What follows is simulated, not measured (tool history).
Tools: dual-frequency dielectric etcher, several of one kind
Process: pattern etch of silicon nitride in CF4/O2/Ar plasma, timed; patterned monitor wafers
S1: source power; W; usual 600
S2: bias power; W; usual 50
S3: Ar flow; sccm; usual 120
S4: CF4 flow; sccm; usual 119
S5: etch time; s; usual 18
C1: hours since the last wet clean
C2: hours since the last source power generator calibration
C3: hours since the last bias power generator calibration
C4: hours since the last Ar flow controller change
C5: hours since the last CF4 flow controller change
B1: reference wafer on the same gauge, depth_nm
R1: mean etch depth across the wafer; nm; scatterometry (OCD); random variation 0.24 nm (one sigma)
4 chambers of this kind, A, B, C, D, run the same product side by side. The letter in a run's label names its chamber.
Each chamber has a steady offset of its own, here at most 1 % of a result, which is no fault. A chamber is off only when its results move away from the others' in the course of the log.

Run 1B, hour 3.9: usual settings; C1 379.9; C2 2868.6; C3 3656.8; C4 272.5; C5 390.4; B1 44.01. Result: R1 39.23 nm.
Run 2D, hour 8.4: usual settings; C1 172.6; C2 872.6; C3 1806.6; C4 77.7; C5 4108.8; B1 44.022. Result: R1 40.11 nm.
Run 3A, hour 12: usual settings; C1 298.6; C2 2655.6; C3 1086.8; C4 3313.4; C5 2268.9; B1 43.956. Result: R1 39.736 nm.
Run 4C, hour 16.9: usual settings; C1 411.9; C2 2695.3; C3 4925.9; C4 2553.5; C5 689.2; B1 43.905. Result: R1 40.146 nm.
Run 5B, hour 23.4: usual settings; C1 399.4; C2 2888.1; C3 3676.3; C4 292; C5 409.9; B1 43.977. Result: R1 39.977 nm.
Run 6D, hour 29.1: usual settings but S3 140 sccm, S5 15 s; C1 193.3; C2 893.3; C3 1827.3; C4 98.4; C5 4129.5; B1 43.918. Result: R1 32.376 nm.
Run 7C, hour 35.6: usual settings but S3 140 sccm, S5 15 s; C1 430.6; C2 2714; C3 4944.6; C4 2572.2; C5 707.9; B1 44.085. Result: R1 33.082 nm.
Run 8A, hour 39.5: usual settings but S3 140 sccm, S5 15 s; C1 326.1; C2 2683.1; C3 1114.3; C4 3340.9; C5 2296.4; B1 43.993. Result: R1 32.404 nm.
At hour 39.6: chamber B: bias power generator calibrated.
Run 9B, hour 46.9: usual settings but S3 140 sccm, S5 15 s; C1 422.9; C2 2911.6; C3 7.3; C4 315.5; C5 433.4; B1 43.942. Result: R1 32.71 nm.
Run 10C, hour 54.9: usual settings; C1 449.9; C2 2733.3; C3 4963.9; C4 2591.5; C5 727.2; B1 43.895. Result: R1 40.24 nm.
At hour 55: chamber C: wet clean of the chamber.
Run 11D, hour 61.9: usual settings; C1 226.1; C2 926.1; C3 1860.1; C4 131.2; C5 4162.3; B1 44.023. Result: R1 40.24 nm.
Run 12A, hour 68.4: usual settings; C1 355; C2 2712; C3 1143.2; C4 3369.8; C5 2325.3; B1 43.984. Result: R1 39.887 nm.
Run 13D, hour 75.7: usual settings; C1 239.9; C2 939.9; C3 1873.9; C4 145; C5 4176.1; B1 44.027. Result: R1 40.106 nm.
Run 14A, hour 81.1: usual settings; C1 367.7; C2 2724.7; C3 1155.9; C4 3382.5; C5 2338; B1 44.085. Result: R1 40.509 nm.
Run 15C, hour 86: usual settings; C1 31.1; C2 2764.4; C3 4995; C4 2622.6; C5 758.3; B1 44.029. Result: R1 40.812 nm.
Run 16B, hour 93.6: usual settings; C1 469.6; C2 2958.3; C3 54; C4 362.2; C5 480.1; B1 43.978. Result: R1 39.738 nm.
Run 17A, hour 99.2: usual settings but S2 39 W; C1 385.8; C2 2742.8; C3 1174; C4 3400.6; C5 2356.1; B1 44.065. Result: R1 36.501 nm.
Run 18B, hour 106.7: usual settings but S2 39 W; C1 482.7; C2 2971.4; C3 67.1; C4 375.3; C5 493.2; B1 43.978. Result: R1 36.383 nm.
Run 19D, hour 110.2: usual settings but S2 39 W; C1 274.4; C2 974.4; C3 1908.4; C4 179.5; C5 4210.6; B1 44.041. Result: R1 36.859 nm.
Run 20C, hour 113.9: usual settings but S2 39 W; C1 59; C2 2792.3; C3 5022.9; C4 2650.5; C5 786.2; B1 44.043. Result: R1 36.788 nm.
Run 21C, hour 118.6: usual settings; C1 63.7; C2 2797; C3 5027.6; C4 2655.2; C5 790.9; B1 43.909. Result: R1 40.795 nm.
Run 22B, hour 126.3: usual settings; C1 502.3; C2 2991; C3 86.7; C4 394.9; C5 512.8; B1 43.989. Result: R1 39.644 nm.
Run 23A, hour 131.5: usual settings; C1 418.1; C2 2775.1; C3 1206.3; C4 3432.9; C5 2388.4; B1 44.032. Result: R1 40.222 nm.
Run 24D, hour 135.8: usual settings; C1 300; C2 1000; C3 1934; C4 205.1; C5 4236.2; B1 44.037. Result: R1 40.278 nm.
Run 25A, hour 139.9: usual settings; C1 426.5; C2 2783.5; C3 1214.7; C4 3441.3; C5 2396.8; B1 44.012. Result: R1 39.47 nm.

What goes on in this fleet: one chamber off, a drifting gauge, or nothing beyond the chambers' own small offsets? Name the chamber and the cause, if any.

No chamber stands off beyond its own small offset, and the gauge holds steady.

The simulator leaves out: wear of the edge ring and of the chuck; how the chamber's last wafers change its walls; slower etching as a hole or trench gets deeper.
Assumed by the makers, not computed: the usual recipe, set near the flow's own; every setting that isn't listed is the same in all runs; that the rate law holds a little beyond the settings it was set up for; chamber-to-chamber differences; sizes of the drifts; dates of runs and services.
